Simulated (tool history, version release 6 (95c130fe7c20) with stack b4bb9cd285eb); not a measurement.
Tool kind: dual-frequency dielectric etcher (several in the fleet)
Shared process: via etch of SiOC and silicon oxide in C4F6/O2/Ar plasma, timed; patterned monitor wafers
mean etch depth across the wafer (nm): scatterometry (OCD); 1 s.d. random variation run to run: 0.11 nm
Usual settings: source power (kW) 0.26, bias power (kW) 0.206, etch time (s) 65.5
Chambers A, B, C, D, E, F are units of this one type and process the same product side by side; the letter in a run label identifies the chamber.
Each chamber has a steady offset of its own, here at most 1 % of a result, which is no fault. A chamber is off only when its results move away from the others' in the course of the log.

run   hour  source power (kW)  bias power (kW)  etch time (s)  hours since the last wet clean  hours since the last source power generator calibration  hours since the last bias power generator calibration  read-back reference wafer on the same gauge, depth_nm  mean etch depth across the wafer (nm)
 1A    4.8               0.26            0.206           65.5                           106.3                                                   2477.5                                                 1279.6                                                 69.896                                 65.493
 2E    8.6               0.26            0.206           65.5                           295.8                                                   1159.8                                                 3256.6                                                   69.9                                 65.517
 3C   12.5               0.26            0.206           65.5                           337.1                                                   1214.8                                                  383.5                                                 69.866                                 64.908
 4F   18.7               0.26            0.206           65.5                           178.5                                                    292.5                                                 2439.5                                                 69.853                                 65.561
 5D   24.1               0.26            0.206           65.5                           322.7                                                   1168.4                                                    347                                                  69.89                                 65.815
 6B     29               0.26            0.206           65.5                           474.2                                                    125.2                                                 1510.8                                                 69.841                                 65.597
 7B   34.7               0.26            0.206           65.5                           479.9                                                    130.9                                                 1516.5                                                 69.868                                 65.537
 8D   41.5               0.26            0.206           65.5                           340.1                                                   1185.8                                                  364.4                                                 69.821                                 65.969
      45.7  -- chamber D: wet clean of the chamber
 9C   47.7               0.26            0.206           65.5                           372.3                                                     1250                                                  418.7                                                 69.815                                 64.811
10F   55.5               0.31            0.206           58.5                           215.3                                                    329.3                                                 2476.3                                                 69.771                                 62.749
11E   60.7               0.31            0.206           58.5                           347.9                                                   1211.9                                                 3308.7                                                 69.783                                 62.499
12A   64.4               0.31            0.206           58.5                           165.9                                                   2537.1                                                 1339.2                                                 69.801                                 62.599
13C   72.3               0.31            0.206           58.5                           396.9                                                   1274.6                                                  443.3                                                 69.765                                 62.016
14F   80.4               0.31            0.206           58.5                           240.2                                                    354.2                                                 2501.2                                                 69.721                                 62.603
15A   85.9               0.31            0.206           58.5                           187.4                                                   2558.6                                                 1360.7                                                  69.72                                 62.472
16D   94.2               0.24            0.206             53                            48.5                                                   1238.5                                                  417.1                                                 69.719                                 51.523
      95.3  -- chamber E: wet clean of the chamber
17E  100.7               0.24            0.206             53                             5.4                                                   1251.9                                                 3348.7                                                 69.693                                 51.433
18B  105.1               0.24            0.206             53                           550.3                                                    201.3                                                 1586.9                                                 69.728                                 51.442
19C    109               0.24            0.206             53                           433.6                                                   1311.3                                                    480                                                 69.639                                 50.766
     111.3  -- chamber A: bias power generator calibrated
20A  116.2               0.24            0.206             53                           217.7                                                   2588.9                                                      5                                                 69.668                                 51.379
21E  124.3               0.24            0.206             53                              29                                                   1275.5                                                 3372.3                                                 69.623                                  51.15
22F    132               0.29            0.173           65.5                           291.8                                                    405.8                                                 2552.8                                                 69.613                                 64.448
23D  135.9               0.29            0.173           65.5                            90.2                                                   1280.2                                                  458.8                                                 69.627                                 64.635
24B  142.6               0.29            0.173           65.5                           587.8                                                    238.8                                                 1624.4                                                 69.584                                 64.292
25E  147.1               0.29            0.173           65.5                            51.8                                                   1298.3                                                 3395.1                                                 69.611                                 64.205
26D  155.1               0.29            0.173           65.5                           109.4                                                   1299.4                                                    478                                                 69.587                                 64.614
27C  161.2               0.29            0.173           65.5                           485.8                                                   1363.5                                                  532.2                                                  69.58                                 63.768
28B    166               0.26            0.206           65.5                           611.2                                                    262.2                                                 1647.8                                                 69.557                                 65.184
29A  171.5               0.26            0.206           65.5                             273                                                   2644.2                                                   60.3                                                 69.536                                 65.234
30F  178.5               0.26            0.206           65.5                           338.3                                                    452.3                                                 2599.3                                                 69.554                                  65.37
31D  184.4               0.26            0.206           65.5                           138.7                                                   1328.7                                                  507.3                                                 69.549                                 65.378
32C  188.8               0.26            0.206           65.5                           513.4                                                   1391.1                                                  559.8                                                 69.554                                 64.626
33A  196.1               0.26            0.206           65.5                           297.6                                                   2668.8                                                   84.9                                                 69.498                                 65.264
34F  203.1               0.26            0.206           65.5                           362.9                                                    476.9                                                 2623.9                                                   69.5                                 65.354
35B  210.4               0.26            0.206             74                           655.6                                                    306.6                                                 1692.2                                                 69.481                                 73.774
36E  217.9               0.26            0.206             74                           122.6                                                   1369.1                                                 3465.9                                                 69.432                                 73.665
37F  223.3               0.26            0.206             74                           383.1                                                    497.1                                                 2644.1                                                 69.457                                 73.626

For the next run the whole fleet of 6 chambers uses the same settings. Give each chamber's results:
38A  229.2               0.26            0.206           65.5                                                                                                                                                                                                                                             ?
38B  229.2               0.26            0.206           65.5                                                                                                                                                                                                                                             ?
38C  229.2               0.26            0.206           65.5                                                                                                                                                                                                                                             ?
38D  229.2               0.26            0.206           65.5                                                                                                                                                                                                                                             ?
38E  229.2               0.26            0.206           65.5                                                                                                                                                                                                                                             ?
38F  229.2               0.26            0.206           65.5                                                                                                                                                                                                                                             ?

run  mean etch depth across the wafer (nm)
38A                                 65.131
38B                                 65.386
38C                                 64.569
38D                                 65.466
38E                                 65.335
38F                                 65.106

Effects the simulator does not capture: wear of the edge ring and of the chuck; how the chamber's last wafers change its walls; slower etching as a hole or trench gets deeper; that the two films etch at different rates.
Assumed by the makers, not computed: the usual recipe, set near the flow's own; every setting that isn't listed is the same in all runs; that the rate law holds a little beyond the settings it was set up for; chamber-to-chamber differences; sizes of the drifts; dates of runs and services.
